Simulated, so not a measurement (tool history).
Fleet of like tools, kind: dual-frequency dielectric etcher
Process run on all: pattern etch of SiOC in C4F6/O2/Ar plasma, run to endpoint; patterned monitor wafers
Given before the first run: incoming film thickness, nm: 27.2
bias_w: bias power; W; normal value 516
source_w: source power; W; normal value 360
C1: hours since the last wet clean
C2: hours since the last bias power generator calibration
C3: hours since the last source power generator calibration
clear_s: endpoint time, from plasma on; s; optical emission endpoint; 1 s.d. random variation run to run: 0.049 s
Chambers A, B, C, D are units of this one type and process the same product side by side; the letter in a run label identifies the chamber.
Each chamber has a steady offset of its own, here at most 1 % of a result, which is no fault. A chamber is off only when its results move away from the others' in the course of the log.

run 1D day=0.408 | bias_w=516 source_w=360 | C1=13.9 C2=850.1 C3=1465.2 | clear_s=9.4318
run 2A day=0.975 | bias_w=516 source_w=360 | C1=260.2 C2=3241.0 C3=1184.3 | clear_s=9.4776
run 3B day=1.362 | bias_w=516 source_w=360 | C1=271.2 C2=964.3 C3=852.6 | clear_s=9.3958
run 4C day=1.625 | bias_w=516 source_w=360 | C1=163.7 C2=2699.8 C3=973.5 | clear_s=9.5240
run 5C day=2.008 | bias_w=516 source_w=360 | C1=172.9 C2=2709.0 C3=982.7 | clear_s=9.5084
run 6B day=2.425 | bias_w=516 source_w=360 | C1=296.7 C2=989.8 C3=878.1 | clear_s=9.4466
run 7A day=2.988 | bias_w=516 source_w=360 | C1=308.5 C2=3289.3 C3=1232.6 | clear_s=9.5567
run 8D day=3.579 | bias_w=516 source_w=360 | C1=90.0 C2=926.2 C3=1541.3 | clear_s=9.4486
run 9B day=3.879 | bias_w=642 source_w=290 | C1=331.6 C2=1024.7 C3=913.0 | clear_s=9.3601
run 10D day=4.250 | bias_w=642 source_w=290 | C1=106.1 C2=942.3 C3=1557.4 | clear_s=9.3317
run 11C day=4.712 | bias_w=642 source_w=290 | C1=237.8 C2=2773.9 C3=1047.6 | clear_s=9.4884
run 12A day=5.183 | bias_w=642 source_w=290 | C1=361.2 C2=3342.0 C3=1285.3 | clear_s=9.4561
run 13D day=5.538 | bias_w=516 source_w=360 | C1=137.0 C2=973.2 C3=1588.3 | clear_s=9.3764
run 14B day=5.921 | bias_w=516 source_w=360 | C1=380.6 C2=1073.7 C3=962.0 | clear_s=9.3712
-- day=6.404 chamber A: wet clean of the chamber
run 15A day=6.438 | bias_w=516 source_w=360 | C1=0.9 C2=3372.1 C3=1315.4 | clear_s=9.5380
run 16C day=6.912 | bias_w=516 source_w=360 | C1=290.6 C2=2826.7 C3=1100.4 | clear_s=9.5472
run 17C day=7.350 | bias_w=516 source_w=360 | C1=301.1 C2=2837.2 C3=1110.9 | clear_s=9.4157
run 18D day=7.633 | bias_w=516 source_w=360 | C1=187.3 C2=1023.5 C3=1638.6 | clear_s=9.4107
run 19B day=7.979 | bias_w=411 source_w=320 | C1=430.0 C2=1123.1 C3=1011.4 | clear_s=10.7060
run 20A day=8.429 | bias_w=411 source_w=320 | C1=48.7 C2=3419.9 C3=1363.2 | clear_s=10.8020
-- day=8.650 chamber B: wet clean of the chamber
run 21C day=8.788 | bias_w=411 source_w=320 | C1=335.6 C2=2871.7 C3=1145.4 | clear_s=10.7940
run 22A day=9.362 | bias_w=411 source_w=320 | C1=71.1 C2=3442.3 C3=1385.6 | clear_s=10.7640
run 23B day=9.858 | bias_w=516 source_w=360 | C1=29.0 C2=1168.2 C3=1056.5 | clear_s=9.4205
-- day=9.867 chamber D: source power generator calibrated
run 24D day=10.242 | bias_w=516 source_w=360 | C1=249.9 C2=1086.1 C3=9.0 | clear_s=9.3257
-- day=10.504 chamber C: wet clean of the chamber
run 25A day=10.700 | bias_w=516 source_w=360 | C1=103.2 C2=3474.4 C3=1417.7 | clear_s=9.4944
run 26D day=11.058 | bias_w=516 source_w=360 | C1=269.5 C2=1105.7 C3=28.6 | clear_s=9.4274
run 27B day=11.479 | bias_w=516 source_w=360 | C1=67.9 C2=1207.1 C3=1095.4 | clear_s=9.4458
run 28C day=12.017 | bias_w=516 source_w=360 | C1=36.3 C2=2949.2 C3=1222.9 | clear_s=9.5140
run 29A day=12.475 | bias_w=516 source_w=360 | C1=145.8 C2=3517.0 C3=1460.3 | clear_s=9.5090
run 30D day=12.771 | bias_w=516 source_w=360 | C1=310.6 C2=1146.8 C3=69.7 | clear_s=9.4770
run 31C day=13.221 | bias_w=516 source_w=360 | C1=65.2 C2=2978.1 C3=1251.8 | clear_s=9.4913
run 32B day=13.600 | bias_w=516 source_w=360 | C1=118.8 C2=1258.0 C3=1146.3 | clear_s=9.3699
run 33C day=14.150 | bias_w=516 source_w=360 | C1=87.5 C2=3000.4 C3=1274.1 | clear_s=9.5522
run 34D day=14.433 | bias_w=516 source_w=360 | C1=350.5 C2=1186.7 C3=109.6 | clear_s=9.4581
run 35B day=14.721 | bias_w=516 source_w=360 | C1=145.7 C2=1284.9 C3=1173.2 | clear_s=9.4592
run 36A day=15.129 | bias_w=516 source_w=360 | C1=209.5 C2=3580.7 C3=1524.0 | clear_s=9.5404
run 37A day=15.617 | bias_w=516 source_w=360 | C1=221.2 C2=3592.4 C3=1535.7 | clear_s=9.4575
run 38D day=15.892 | bias_w=516 source_w=360 | C1=385.5 C2=1221.7 C3=144.6 | clear_s=9.3425
run 39B day=16.292 | bias_w=516 source_w=360 | C1=183.4 C2=1322.6 C3=1210.9 | clear_s=9.4717
run 40C day=16.783 | bias_w=516 source_w=360 | C1=150.7 C2=3063.6 C3=1337.3 | clear_s=9.3936
run 41C day=17.133 | bias_w=516 source_w=360 | C1=159.1 C2=3072.0 C3=1345.7 | clear_s=9.4520

One chamber off, gauge drift, or nothing amiss beyond the chambers' own small offsets? If it is a chamber, which one, and what is the likeliest cause?

Nothing is wrong: each chamber keeps only its own small, steady offset and the gauge holds still.

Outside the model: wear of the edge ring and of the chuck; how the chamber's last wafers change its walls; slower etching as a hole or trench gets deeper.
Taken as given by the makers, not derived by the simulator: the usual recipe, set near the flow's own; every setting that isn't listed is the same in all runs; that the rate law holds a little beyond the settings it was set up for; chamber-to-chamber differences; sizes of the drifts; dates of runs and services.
